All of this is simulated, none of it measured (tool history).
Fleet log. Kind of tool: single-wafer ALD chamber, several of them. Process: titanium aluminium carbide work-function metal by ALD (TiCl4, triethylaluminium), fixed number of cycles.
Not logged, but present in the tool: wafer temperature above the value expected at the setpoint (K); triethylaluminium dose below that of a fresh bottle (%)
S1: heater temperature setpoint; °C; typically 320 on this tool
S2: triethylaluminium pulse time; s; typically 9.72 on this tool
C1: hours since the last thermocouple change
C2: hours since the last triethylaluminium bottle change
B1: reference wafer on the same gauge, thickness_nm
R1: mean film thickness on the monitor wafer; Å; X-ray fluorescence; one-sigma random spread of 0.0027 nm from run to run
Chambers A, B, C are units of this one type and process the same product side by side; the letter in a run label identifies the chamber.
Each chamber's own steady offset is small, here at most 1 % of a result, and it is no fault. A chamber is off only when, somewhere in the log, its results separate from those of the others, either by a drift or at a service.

Run 1B, hour 11.4: usual settings; C1 225.5; C2 781.3; B1 2.3502. Result: R1 21.662 Å.
Run 2C, hour 22.1: usual settings; C1 842.5; C2 338.9; B1 2.3509. Result: R1 21.498 Å.
Run 3A, hour 28.5: usual settings; C1 611.0; C2 527.1; B1 2.3513. Result: R1 21.726 Å.
Run 4B, hour 40.4: usual settings; C1 254.5; C2 810.3; B1 2.3533. Result: R1 21.665 Å.
Run 5C, hour 47.0: usual settings but S1 314 °C, S2 13.27 s; C1 867.4; C2 363.8; B1 2.3532. Result: R1 21.522 Å.
Run 6A, hour 54.1: usual settings but S1 314 °C, S2 13.27 s; C1 636.6; C2 552.7; B1 2.3532. Result: R1 21.776 Å.
Run 7C, hour 63.7: usual settings but S1 314 °C, S2 13.27 s; C1 884.1; C2 380.5; B1 2.3542. Result: R1 21.583 Å.
Run 8A, hour 71.2: usual settings; C1 653.7; C2 569.8; B1 2.3547. Result: R1 21.781 Å.
Run 9B, hour 78.6: usual settings; C1 292.7; C2 848.5; B1 2.3548. Result: R1 21.677 Å.
Run 10B, hour 86.0: usual settings; C1 300.1; C2 855.9; B1 2.3553. Result: R1 21.660 Å.
Run 11C, hour 96.4: usual settings; C1 916.8; C2 413.2; B1 2.3563. Result: R1 21.514 Å.
Run 12A, hour 105.4: usual settings; C1 687.9; C2 604.0; B1 2.3565. Result: R1 21.829 Å.
Run 13C, hour 112.8: usual settings; C1 933.2; C2 429.6; B1 2.3569. Result: R1 21.527 Å.
Run 14B, hour 125.5: usual settings; C1 339.6; C2 895.4; B1 2.3578. Result: R1 21.747 Å.
Run 15A, hour 134.6: usual settings; C1 717.1; C2 633.2; B1 2.3582. Result: R1 21.758 Å.
Run 16C, hour 145.6: usual settings but S1 325 °C, S2 13.06 s; C1 966.0; C2 462.4; B1 2.3595. Result: R1 22.536 Å.
Run 17A, hour 155.2: usual settings but S1 325 °C, S2 13.06 s; C1 737.7; C2 653.8; B1 2.3597. Result: R1 22.812 Å.
Run 18B, hour 163.9: usual settings but S1 325 °C, S2 13.06 s; C1 378.0; C2 933.8; B1 2.3597. Result: R1 22.759 Å.
Run 19C, hour 173.8: usual settings; C1 994.2; C2 490.6; B1 2.3602. Result: R1 21.596 Å.
Run 20B, hour 180.4: usual settings; C1 394.5; C2 950.3; B1 2.3614. Result: R1 21.719 Å.
Run 21A, hour 190.0: usual settings; C1 772.5; C2 688.6; B1 2.3615. Result: R1 21.845 Å.

Is one chamber out of step, is the gauge drifting, or do the chambers differ by no more than their own small offsets? For an off chamber, give its letter and the likeliest cause.

Gauge drift. The chambers move together only on paper, and none stands off.
What lies behind it: gauge reads high (%) = 0.515.
